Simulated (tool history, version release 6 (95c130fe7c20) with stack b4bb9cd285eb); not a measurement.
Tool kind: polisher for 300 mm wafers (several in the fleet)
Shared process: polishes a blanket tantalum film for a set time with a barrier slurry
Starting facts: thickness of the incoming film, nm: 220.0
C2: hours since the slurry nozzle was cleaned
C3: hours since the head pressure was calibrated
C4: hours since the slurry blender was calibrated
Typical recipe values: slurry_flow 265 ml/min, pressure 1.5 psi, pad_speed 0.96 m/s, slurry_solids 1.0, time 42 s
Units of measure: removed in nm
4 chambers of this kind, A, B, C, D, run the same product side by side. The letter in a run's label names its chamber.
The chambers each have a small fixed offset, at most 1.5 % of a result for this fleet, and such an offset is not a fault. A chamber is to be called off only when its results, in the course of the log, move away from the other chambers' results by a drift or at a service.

run 1D day=0.242 | slurry_flow=265 pressure=1.5 pad_speed=0.96 slurry_solids=1.0 time=42 | wafers_polished_on_this_pad=484 C2=111.3 C3=434.6 C4=103.6 | removed=45.779
-- day=0.308 chamber A: slurry nozzle cleaned
-- day=0.408 chamber D: head pressure recalibrated
run 2A day=0.442 | slurry_flow=265 pressure=1.5 pad_speed=0.96 slurry_solids=1.0 time=42 | wafers_polished_on_this_pad=179 C2=3.2 C3=623.5 C4=135.7 | removed=47.557
run 3B day=0.600 | slurry_flow=265 pressure=1.5 pad_speed=0.96 slurry_solids=1.0 time=42 | wafers_polished_on_this_pad=1233 C2=599.3 C3=218.3 C4=111.4 | removed=44.989
-- day=0.617 chamber D: worn pad replaced by a new one
-- day=0.712 chamber B: worn pad replaced by a new one
run 4C day=0.758 | slurry_flow=265 pressure=1.5 pad_speed=0.96 slurry_solids=1.0 time=42 | wafers_polished_on_this_pad=702 C2=325.1 C3=63.6 C4=40.7 | removed=46.950
run 5B day=0.971 | slurry_flow=265 pressure=1.5 pad_speed=0.96 slurry_solids=1.0 time=42 | wafers_polished_on_this_pad=91 C2=608.2 C3=227.2 C4=120.3 | removed=47.860
run 6A day=1.162 | slurry_flow=265 pressure=1.5 pad_speed=0.96 slurry_solids=1.0 time=42 | wafers_polished_on_this_pad=431 C2=20.5 C3=640.8 C4=153.0 | removed=48.568
run 7C day=1.342 | slurry_flow=265 pressure=1.5 pad_speed=0.96 slurry_solids=1.0 time=42 | wafers_polished_on_this_pad=905 C2=339.1 C3=77.6 C4=54.7 | removed=48.609
-- day=1.375 chamber A: slurry blender recalibrated
run 8D day=1.596 | slurry_flow=265 pressure=1.5 pad_speed=0.96 slurry_solids=1.0 time=42 | wafers_polished_on_this_pad=342 C2=143.8 C3=28.6 C4=136.1 | removed=45.887
run 9A day=1.733 | slurry_flow=265 pressure=1.5 pad_speed=0.96 slurry_solids=1.0 time=42 | wafers_polished_on_this_pad=630 C2=34.2 C3=654.5 C4=8.7 | removed=47.370
run 10B day=1.888 | slurry_flow=265 pressure=1.5 pad_speed=0.96 slurry_solids=1.0 time=42 | wafers_polished_on_this_pad=411 C2=630.2 C3=249.2 C4=142.3 | removed=47.225
-- day=2.029 chamber C: worn pad replaced by a new one
-- day=2.096 chamber D: worn pad replaced by a new one
run 11D day=2.121 | slurry_flow=265 pressure=1.2 pad_speed=0.96 slurry_solids=1.0 time=42 | wafers_polished_on_this_pad=9 C2=156.4 C3=41.2 C4=148.7 | removed=36.793
run 12C day=2.329 | slurry_flow=265 pressure=1.2 pad_speed=0.96 slurry_solids=1.0 time=42 | wafers_polished_on_this_pad=105 C2=362.8 C3=101.3 C4=78.4 | removed=36.543
run 13A day=2.525 | slurry_flow=265 pressure=1.2 pad_speed=0.96 slurry_solids=1.0 time=42 | wafers_polished_on_this_pad=907 C2=53.2 C3=673.5 C4=27.7 | removed=37.400
run 14C day=2.692 | slurry_flow=265 pressure=1.2 pad_speed=0.96 slurry_solids=1.0 time=42 | wafers_polished_on_this_pad=232 C2=371.5 C3=110.0 C4=87.1 | removed=37.317
run 15B day=2.900 | slurry_flow=265 pressure=1.5 pad_speed=0.96 slurry_solids=1.0 time=42 | wafers_polished_on_this_pad=765 C2=654.5 C3=273.5 C4=166.6 | removed=43.450
run 16D day=3.038 | slurry_flow=265 pressure=1.5 pad_speed=0.96 slurry_solids=1.0 time=42 | wafers_polished_on_this_pad=329 C2=178.4 C3=63.2 C4=170.7 | removed=46.050
run 17A day=3.196 | slurry_flow=265 pressure=1.5 pad_speed=0.96 slurry_solids=1.0 time=42 | wafers_polished_on_this_pad=1141 C2=69.3 C3=689.6 C4=43.8 | removed=48.438
run 18C day=3.425 | slurry_flow=265 pressure=1.5 pad_speed=0.96 slurry_solids=1.0 time=42 | wafers_polished_on_this_pad=488 C2=389.1 C3=127.6 C4=104.7 | removed=46.018
run 19D day=3.571 | slurry_flow=265 pressure=1.5 pad_speed=0.96 slurry_solids=1.0 time=42 | wafers_polished_on_this_pad=515 C2=191.2 C3=76.0 C4=183.5 | removed=46.156
run 20B day=3.696 | slurry_flow=265 pressure=1.5 pad_speed=0.96 slurry_solids=1.0 time=42 | wafers_polished_on_this_pad=1043 C2=673.6 C3=292.6 C4=185.7 | removed=45.318
-- day=3.817 chamber D: worn pad replaced by a new one
run 21B day=3.950 | slurry_flow=265 pressure=1.5 pad_speed=0.96 slurry_solids=1.0 time=42 | wafers_polished_on_this_pad=1132 C2=679.7 C3=298.7 C4=191.8 | removed=45.651
run 22C day=4.104 | slurry_flow=265 pressure=1.5 pad_speed=0.96 slurry_solids=1.0 time=42 | wafers_polished_on_this_pad=725 C2=405.4 C3=143.9 C4=121.0 | removed=45.620
run 23D day=4.262 | slurry_flow=265 pressure=1.5 pad_speed=0.96 slurry_solids=1.0 time=42 | wafers_polished_on_this_pad=155 C2=207.8 C3=92.6 C4=200.1 | removed=45.731
-- day=4.267 chamber B: worn pad replaced by a new one
-- day=4.338 chamber C: slurry blender recalibrated
-- day=4.467 chamber A: worn pad replaced by a new one
run 24A day=4.479 | slurry_flow=265 pressure=1.5 pad_speed=0.96 slurry_solids=1.0 time=42 | wafers_polished_on_this_pad=5 C2=100.1 C3=720.4 C4=74.6 | removed=46.579
run 25D day=4.629 | slurry_flow=265 pressure=1.5 pad_speed=0.96 slurry_solids=1.0 time=42 | wafers_polished_on_this_pad=284 C2=216.6 C3=101.4 C4=208.9 | removed=45.918
run 26B day=4.758 | slurry_flow=265 pressure=1.5 pad_speed=0.96 slurry_solids=1.0 time=42 | wafers_polished_on_this_pad=171 C2=699.1 C3=318.1 C4=211.2 | removed=43.444
run 27A day=4.921 | slurry_flow=310 pressure=1.5 pad_speed=0.96 slurry_solids=1.1 time=42 | wafers_polished_on_this_pad=159 C2=110.7 C3=731.0 C4=85.2 | removed=49.976
run 28C day=5.042 | slurry_flow=310 pressure=1.5 pad_speed=0.96 slurry_solids=1.1 time=42 | wafers_polished_on_this_pad=1053 C2=427.9 C3=166.4 C4=16.9 | removed=48.630
run 29B day=5.242 | slurry_flow=310 pressure=1.5 pad_speed=0.96 slurry_solids=1.1 time=42 | wafers_polished_on_this_pad=340 C2=710.7 C3=329.7 C4=222.8 | removed=44.748
run 30A day=5.467 | slurry_flow=310 pressure=1.5 pad_speed=0.96 slurry_solids=1.1 time=42 | wafers_polished_on_this_pad=350 C2=123.8 C3=744.1 C4=98.3 | removed=49.678
-- day=5.500 chamber D: worn pad replaced by a new one
run 31D day=5.583 | slurry_flow=265 pressure=1.5 pad_speed=0.96 slurry_solids=1.0 time=42 | wafers_polished_on_this_pad=29 C2=239.5 C3=124.3 C4=231.8 | removed=45.550

Next, all 4 chambers run the settings below, one line each with question marks for the results. What does each chamber give?
run 32A day=5.775 | slurry_flow=265 pressure=1.5 pad_speed=0.78 slurry_solids=1.0 time=42 | removed=?
run 32B day=5.775 | slurry_flow=265 pressure=1.5 pad_speed=0.78 slurry_solids=1.0 time=42 | removed=?
run 32C day=5.775 | slurry_flow=265 pressure=1.5 pad_speed=0.78 slurry_solids=1.0 time=42 | removed=?
run 32D day=5.775 | slurry_flow=265 pressure=1.5 pad_speed=0.78 slurry_solids=1.0 time=42 | removed=?

run=32A removed=38.123
run=32B removed=34.338
run=32C removed=37.577
run=32D removed=37.223
